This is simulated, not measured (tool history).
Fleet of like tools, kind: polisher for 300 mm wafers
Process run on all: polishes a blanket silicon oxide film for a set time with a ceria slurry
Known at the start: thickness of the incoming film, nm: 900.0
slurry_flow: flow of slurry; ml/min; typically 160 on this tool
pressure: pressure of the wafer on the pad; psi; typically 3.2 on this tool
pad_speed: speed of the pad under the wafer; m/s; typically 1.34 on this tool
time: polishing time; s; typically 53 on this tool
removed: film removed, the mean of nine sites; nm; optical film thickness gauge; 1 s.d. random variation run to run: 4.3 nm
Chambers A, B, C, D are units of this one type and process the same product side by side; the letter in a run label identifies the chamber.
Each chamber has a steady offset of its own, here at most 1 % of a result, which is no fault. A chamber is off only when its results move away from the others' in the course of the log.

run	hour	slurry_flow	pressure	pad_speed	time	wafers polished on this pad	hours since the slurry nozzle was cleaned	hours since the head pressure was calibrated	removed
1C	5.1	160	3.2	1.34	53	620	93.9	667.9	358.08
# hour 14.6: chamber A: worn pad replaced by a new one
2D	15.2	160	3.2	1.34	53	271	594.7	140.6	354.75
# hour 17.1: chamber C: worn pad replaced by a new one
3A	20.5	160	3.2	1.34	53	65	368.2	833.0	356.74
4B	30.3	160	3.2	1.34	53	522	79.8	489.9	352.68
5A	39.8	160	3.2	1.34	53	280	387.5	852.3	364.35
# hour 41.6: chamber B: worn pad replaced by a new one
6D	45.6	200	2.2	1.34	53	609	625.1	171.0	256.25
7B	55.8	200	2.2	1.34	53	158	105.3	515.4	252.32
8C	63.1	200	2.2	1.34	53	511	151.9	725.9	255.38
# hour 68.5: chamber C: worn pad replaced by a new one
9A	69.1	200	2.2	1.34	53	605	416.8	881.6	253.55
10C	78.5	160	3.2	1.34	53	111	167.3	741.3	356.85
11D	87.5	160	3.2	1.34	53	1074	667.0	212.9	349.25
# hour 92.2: chamber B: worn pad replaced by a new one
12B	96.5	110	3.2	1.34	53	48	146.0	556.1	323.17
13D	104.0	110	3.2	1.34	53	1258	683.5	229.4	320.12
# hour 108.5: chamber A: head pressure recalibrated
14A	109.3	110	3.2	1.34	53	1052	457.0	0.8	338.11
15B	116.2	110	3.2	1.34	53	267	165.7	575.8	327.43
# hour 119.2: chamber A: worn pad replaced by a new one
16C	122.7	160	3.2	1.34	53	602	211.5	785.5	346.39
17A	130.0	160	3.2	1.34	53	121	477.7	21.5	362.58
# hour 137.1: chamber C: worn pad replaced by a new one
18B	138.1	160	3.2	1.34	53	510	187.6	597.7	349.16
19D	143.3	160	3.2	1.34	53	1694	722.8	268.7	342.25
# hour 145.6: chamber B: worn pad replaced by a new one
20C	150.8	160	3.2	1.34	53	153	239.6	813.6	360.46
21B	159.3	160	3.2	1.34	53	152	208.8	618.9	357.89
22C	165.6	160	3.2	1.34	53	317	254.4	828.4	357.42
# hour 166.5: chamber B: head pressure recalibrated
23A	175.0	160	3.2	1.34	53	620	522.7	66.5	355.29
24D	184.6	160	3.2	1.34	53	2153	764.1	310.0	325.12
# hour 186.6: chamber C: head pressure recalibrated
# hour 191.0: chamber C: worn pad replaced by a new one
25A	193.9	180	2.6	1.34	53	830	541.6	85.4	288.07
# hour 201.4: chamber B: worn pad replaced by a new one
26B	202.7	180	2.6	1.34	53	14	252.2	36.2	290.36
27D	207.9	180	2.6	1.34	53	2412	787.4	333.3	275.27
28C	212.6	180	2.6	1.34	53	240	301.4	26.0	294.95
# hour 219.8: chamber A: worn pad replaced by a new one
29D	221.8	160	3.2	1.34	53	2566	801.3	347.2	327.37
# hour 226.9: chamber D: slurry nozzle cleaned
30B	229.2	160	3.2	0.96	66	309	278.7	62.7	314.08
31C	235.9	160	3.2	0.96	66	499	324.7	49.3	319.76
32A	241.0	160	3.2	0.96	66	236	588.7	132.5	331.26
33D	248.9	160	3.2	0.96	66	2867	22.0	374.3	280.73

Does one chamber stand apart from the rest, does the shared gauge drift, or is all well apart from small per-chamber offsets? Give the chamber and the most likely cause, where there is one.

One chamber, D, drifts off from the rest bit by bit.
Likeliest cause: removal rate lost through wear of the pad, % = 11.3.
From this log alone, it may not be told apart from: head's pressure below its setpoint, %.

Chamber D could run next with any of the 4 candidate recipes listed below; each alters the usual settings, and their results appear as question marks. Which one brings its results back in line with what the other chambers deliver on the usual settings?
In line means no further than this from the other chambers' mean on the usual settings: removed 15.00 nm
34D-1	256.7	160	3.2	1.34	55				?
34D-2	256.7	160	3.2	1.32	52				?
34D-3	256.7	160	3.3	1.38	55				?
34D-4	256.7	160	3.1	1.30	51				?

Usual-settings mean across the other chambers: removed 356.22 nm
run	removed
34D-1	333.84
34D-2	310.86
34D-3	354.83
34D-4	290.68
The right change is 34D-3: it brings the chamber back within the allowed miss of the others.
